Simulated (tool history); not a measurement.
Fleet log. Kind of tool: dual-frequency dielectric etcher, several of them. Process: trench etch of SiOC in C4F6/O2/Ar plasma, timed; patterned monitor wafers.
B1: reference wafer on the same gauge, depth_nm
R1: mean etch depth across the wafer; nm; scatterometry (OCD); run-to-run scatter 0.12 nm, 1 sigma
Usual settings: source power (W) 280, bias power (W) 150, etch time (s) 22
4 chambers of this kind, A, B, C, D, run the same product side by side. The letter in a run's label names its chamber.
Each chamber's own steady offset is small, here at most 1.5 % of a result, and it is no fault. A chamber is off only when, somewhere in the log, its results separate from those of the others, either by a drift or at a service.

{"run": "1B", "hour": 12.5, "source power (W)": 280, "bias power (W)": 150, "etch time (s)": 22, "B1": 39.294, "R1": 37.036}
{"hour": 15.8, "done": "chamber B: wet clean of the chamber"}
{"run": "2D", "hour": 24.4, "source power (W)": 280, "bias power (W)": 150, "etch time (s)": 22, "B1": 39.334, "R1": 37.87}
{"hour": 28.3, "done": "chamber D: wet clean of the chamber"}
{"run": "3A", "hour": 36.6, "source power (W)": 280, "bias power (W)": 150, "etch time (s)": 22, "B1": 39.303, "R1": 37.206}
{"run": "4C", "hour": 46.8, "source power (W)": 280, "bias power (W)": 150, "etch time (s)": 22, "B1": 39.32, "R1": 37.469}
{"hour": 57.4, "done": "chamber C: wet clean of the chamber"}
{"run": "5B", "hour": 59.6, "source power (W)": 250, "bias power (W)": 150, "etch time (s)": 16.5, "B1": 39.299, "R1": 26.658}
{"run": "6A", "hour": 70.2, "source power (W)": 250, "bias power (W)": 150, "etch time (s)": 16.5, "B1": 39.289, "R1": 26.799}
{"run": "7D", "hour": 77.5, "source power (W)": 250, "bias power (W)": 150, "etch time (s)": 16.5, "B1": 39.3, "R1": 27.07}
{"run": "8C", "hour": 88.4, "source power (W)": 250, "bias power (W)": 150, "etch time (s)": 16.5, "B1": 39.343, "R1": 26.795}
{"run": "9D", "hour": 99.1, "source power (W)": 240, "bias power (W)": 150, "etch time (s)": 22, "B1": 39.319, "R1": 35.494}
{"run": "10B", "hour": 105.2, "source power (W)": 240, "bias power (W)": 150, "etch time (s)": 22, "B1": 39.306, "R1": 34.87}
{"hour": 111.7, "done": "chamber A: wet clean of the chamber"}
{"run": "11C", "hour": 114.0, "source power (W)": 240, "bias power (W)": 150, "etch time (s)": 22, "B1": 39.272, "R1": 35.175}
{"run": "12A", "hour": 123.5, "source power (W)": 240, "bias power (W)": 150, "etch time (s)": 22, "B1": 39.318, "R1": 35.202}
{"run": "13C", "hour": 130.4, "source power (W)": 280, "bias power (W)": 150, "etch time (s)": 22, "B1": 39.296, "R1": 37.332}
{"run": "14D", "hour": 142.7, "source power (W)": 280, "bias power (W)": 150, "etch time (s)": 22, "B1": 39.278, "R1": 37.68}
{"run": "15B", "hour": 152.5, "source power (W)": 280, "bias power (W)": 150, "etch time (s)": 22, "B1": 39.294, "R1": 36.911}
{"run": "16A", "hour": 162.3, "source power (W)": 280, "bias power (W)": 150, "etch time (s)": 22, "B1": 39.303, "R1": 37.191}
{"run": "17A", "hour": 170.6, "source power (W)": 230, "bias power (W)": 150, "etch time (s)": 27, "B1": 39.316, "R1": 42.278}
{"run": "18C", "hour": 177.6, "source power (W)": 230, "bias power (W)": 150, "etch time (s)": 27, "B1": 39.294, "R1": 42.347}
{"run": "19B", "hour": 190.4, "source power (W)": 230, "bias power (W)": 150, "etch time (s)": 27, "B1": 39.319, "R1": 42.544}
{"run": "20D", "hour": 202.9, "source power (W)": 230, "bias power (W)": 150, "etch time (s)": 27, "B1": 39.314, "R1": 42.887}
{"run": "21C", "hour": 216.3, "source power (W)": 280, "bias power (W)": 150, "etch time (s)": 22, "B1": 39.311, "R1": 37.6}
{"hour": 224.4, "done": "chamber C: source power generator calibrated"}
{"run": "22A", "hour": 228.6, "source power (W)": 280, "bias power (W)": 150, "etch time (s)": 22, "B1": 39.293, "R1": 37.237}
{"run": "23D", "hour": 236.7, "source power (W)": 280, "bias power (W)": 150, "etch time (s)": 22, "B1": 39.302, "R1": 37.618}
{"run": "24B", "hour": 243.3, "source power (W)": 280, "bias power (W)": 150, "etch time (s)": 22, "B1": 39.29, "R1": 37.118}
{"run": "25C", "hour": 256.2, "source power (W)": 280, "bias power (W)": 150, "etch time (s)": 22, "B1": 39.304, "R1": 37.541}
{"run": "26B", "hour": 268.3, "source power (W)": 340, "bias power (W)": 150, "etch time (s)": 22, "B1": 39.296, "R1": 40.106}
{"run": "27A", "hour": 280.0, "source power (W)": 340, "bias power (W)": 150, "etch time (s)": 22, "B1": 39.316, "R1": 40.312}
{"run": "28D", "hour": 286.4, "source power (W)": 340, "bias power (W)": 150, "etch time (s)": 22, "B1": 39.306, "R1": 40.59}
{"run": "29D", "hour": 297.0, "source power (W)": 340, "bias power (W)": 150, "etch time (s)": 22, "B1": 39.344, "R1": 40.973}
{"run": "30A", "hour": 310.9, "source power (W)": 280, "bias power (W)": 150, "etch time (s)": 22, "B1": 39.291, "R1": 37.298}
{"run": "31B", "hour": 321.5, "source power (W)": 340, "bias power (W)": 150, "etch time (s)": 26, "B1": 39.297, "R1": 47.24}
{"run": "32C", "hour": 329.7, "source power (W)": 340, "bias power (W)": 150, "etch time (s)": 26, "B1": 39.339, "R1": 47.726}
{"run": "33D", "hour": 342.1, "source power (W)": 340, "bias power (W)": 150, "etch time (s)": 26, "B1": 39.307, "R1": 48.215}
{"hour": 352.3, "done": "chamber B: wet clean of the chamber"}
{"run": "34B", "hour": 355.3, "source power (W)": 340, "bias power (W)": 150, "etch time (s)": 26, "B1": 39.293, "R1": 46.987}
{"run": "35C", "hour": 366.1, "source power (W)": 280, "bias power (W)": 150, "etch time (s)": 22, "B1": 39.301, "R1": 37.535}
{"run": "36A", "hour": 376.3, "source power (W)": 220, "bias power (W)": 150, "etch time (s)": 22, "B1": 39.277, "R1": 34.153}
{"run": "37D", "hour": 385.4, "source power (W)": 220, "bias power (W)": 150, "etch time (s)": 22, "B1": 39.32, "R1": 34.403}
{"run": "38C", "hour": 397.9, "source power (W)": 220, "bias power (W)": 150, "etch time (s)": 22, "B1": 39.31, "R1": 33.907}
{"run": "39A", "hour": 407.0, "source power (W)": 220, "bias power (W)": 150, "etch time (s)": 22, "B1": 39.326, "R1": 33.931}
{"run": "40B", "hour": 413.0, "source power (W)": 280, "bias power (W)": 150, "etch time (s)": 22, "B1": 39.299, "R1": 37.273}
{"run": "41D", "hour": 421.5, "source power (W)": 280, "bias power (W)": 150, "etch time (s)": 22, "B1": 39.325, "R1": 37.704}
{"run": "42A", "hour": 431.5, "source power (W)": 280, "bias power (W)": 150, "etch time (s)": 22, "B1": 39.337, "R1": 37.247}
{"run": "43C", "hour": 443.4, "source power (W)": 280, "bias power (W)": 150, "etch time (s)": 22, "B1": 39.302, "R1": 37.443}
{"run": "44B", "hour": 456.9, "source power (W)": 280, "bias power (W)": 150, "etch time (s)": 22, "B1": 39.289, "R1": 37.047}

Predict what each chamber gives when all 4 of them run the settings below next.
{"run": "45A", "hour": 466.9, "source power (W)": 280, "bias power (W)": 150, "etch time (s)": 22, "R1": "?"}
{"run": "45B", "hour": 466.9, "source power (W)": 280, "bias power (W)": 150, "etch time (s)": 22, "R1": "?"}
{"run": "45C", "hour": 466.9, "source power (W)": 280, "bias power (W)": 150, "etch time (s)": 22, "R1": "?"}
{"run": "45D", "hour": 466.9, "source power (W)": 280, "bias power (W)": 150, "etch time (s)": 22, "R1": "?"}

run=45A R1=37.006
run=45B R1=37.039
run=45C R1=37.447
run=45D R1=37.795
